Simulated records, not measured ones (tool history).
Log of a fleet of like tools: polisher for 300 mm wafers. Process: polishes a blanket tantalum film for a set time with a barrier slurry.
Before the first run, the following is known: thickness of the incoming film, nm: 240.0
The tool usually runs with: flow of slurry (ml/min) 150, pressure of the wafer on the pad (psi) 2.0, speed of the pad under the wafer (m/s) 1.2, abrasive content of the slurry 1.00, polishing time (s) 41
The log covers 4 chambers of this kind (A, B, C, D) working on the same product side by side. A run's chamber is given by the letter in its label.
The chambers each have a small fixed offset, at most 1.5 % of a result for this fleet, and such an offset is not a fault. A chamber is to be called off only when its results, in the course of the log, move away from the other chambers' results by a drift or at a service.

run,hour,flow of slurry (ml/min),pressure of the wafer on the pad (psi),speed of the pad under the wafer (m/s),abrasive content of the slurry,polishing time (s),film removed (Å)
# hour 8.5: chamber C: worn pad replaced by a new one
1B,11.5,150,2.0,1.2,1.00,41,861.05
2A,24.9,150,2.0,1.2,1.00,41,870.20
# hour 36.9: chamber D: worn pad replaced by a new one
3C,39.4,150,2.0,1.2,1.00,41,867.01
4D,51.8,150,2.0,1.2,1.00,41,867.69
5B,63.2,150,2.0,1.2,1.00,41,852.19
6D,72.4,150,2.0,1.2,1.00,41,866.45
7A,81.1,150,2.0,1.2,1.00,41,865.77
# hour 83.6: chamber B: worn pad replaced by a new one
# hour 88.3: chamber C: worn pad replaced by a new one
8C,93.8,150,2.0,1.2,1.00,41,861.37
9C,106.6,170,2.4,1.2,1.00,41,1041.00
10B,114.8,170,2.4,1.2,1.00,41,1055.10
11A,127.4,170,2.4,1.2,1.00,41,1078.10
# hour 139.6: chamber A: worn pad replaced by a new one
12D,140.2,170,2.4,1.2,1.00,41,1047.20
13A,154.0,175,2.0,1.2,1.00,41,905.95
14D,164.3,175,2.0,1.2,1.00,41,880.64
# hour 177.5: chamber A: head pressure recalibrated
15C,177.6,175,2.0,1.2,1.00,41,878.30
# hour 183.5: chamber C: worn pad replaced by a new one
# hour 184.2: chamber B: worn pad replaced by a new one
# hour 184.5: chamber A: slurry nozzle cleaned
16B,185.1,175,2.0,1.2,1.00,41,896.54
17C,194.9,150,2.0,1.2,1.00,41,843.54
18A,203.9,150,2.0,1.2,1.00,41,876.62
# hour 208.9: chamber D: slurry nozzle cleaned
# hour 210.3: chamber D: worn pad replaced by a new one
19B,214.2,150,2.0,1.2,1.00,34,711.38
20D,225.3,150,2.0,1.2,1.00,34,702.50
21B,236.8,150,2.0,1.2,1.00,34,720.03
# hour 242.8: chamber C: slurry nozzle cleaned
# hour 247.4: chamber B: slurry blender recalibrated
22D,251.6,150,2.0,1.2,1.00,34,697.59
23A,262.8,150,2.0,1.2,1.00,41,857.19
24C,275.9,150,2.0,1.2,1.00,41,863.25
# hour 282.7: chamber C: worn pad replaced by a new one
# hour 284.1: chamber B: worn pad replaced by a new one
25B,289.8,150,2.0,1.2,1.00,41,863.46
26C,301.7,150,2.0,1.2,1.00,41,865.76
# hour 305.7: chamber A: worn pad replaced by a new one
# hour 306.3: chamber D: head pressure recalibrated
27A,316.2,115,2.0,1.2,1.00,50,996.85
# hour 329.0: chamber B: slurry nozzle cleaned
28D,330.6,115,2.0,1.2,1.00,50,929.96
29B,344.1,115,2.0,1.2,1.00,50,993.54
# hour 348.7: chamber C: slurry blender recalibrated
30C,357.8,115,2.0,1.2,1.00,50,994.64
# hour 363.5: chamber C: worn pad replaced by a new one
31D,372.6,150,2.0,1.2,0.75,41,724.41
# hour 374.0: chamber B: head pressure recalibrated
# hour 376.9: chamber D: worn pad replaced by a new one
32A,381.3,150,2.0,1.2,0.75,41,799.28
# hour 388.6: chamber B: worn pad replaced by a new one
33A,390.4,150,2.0,1.2,0.75,41,784.59
# hour 396.3: chamber A: slurry blender recalibrated
34D,398.5,150,2.0,1.2,0.75,41,702.46
35B,404.9,150,2.0,1.2,1.00,41,860.78
# hour 406.4: chamber D: slurry nozzle cleaned
36C,412.0,150,2.0,1.2,1.00,41,865.14
37A,423.3,150,2.0,1.2,1.00,41,870.73
38C,431.8,150,2.0,1.2,1.00,41,861.06
39B,438.7,150,2.0,1.2,1.00,41,856.94
40D,448.4,150,2.0,1.2,1.00,41,776.96

Next, all 4 chambers run the settings below, one line each with question marks for the results. What does each chamber give?
41A,459.0,150,2.0,1.2,1.00,41,?
41B,459.0,150,2.0,1.2,1.00,41,?
41C,459.0,150,2.0,1.2,1.00,41,?
41D,459.0,150,2.0,1.2,1.00,41,?

run,film removed (Å)
41A,874.10
41B,864.32
41C,862.76
41D,785.43

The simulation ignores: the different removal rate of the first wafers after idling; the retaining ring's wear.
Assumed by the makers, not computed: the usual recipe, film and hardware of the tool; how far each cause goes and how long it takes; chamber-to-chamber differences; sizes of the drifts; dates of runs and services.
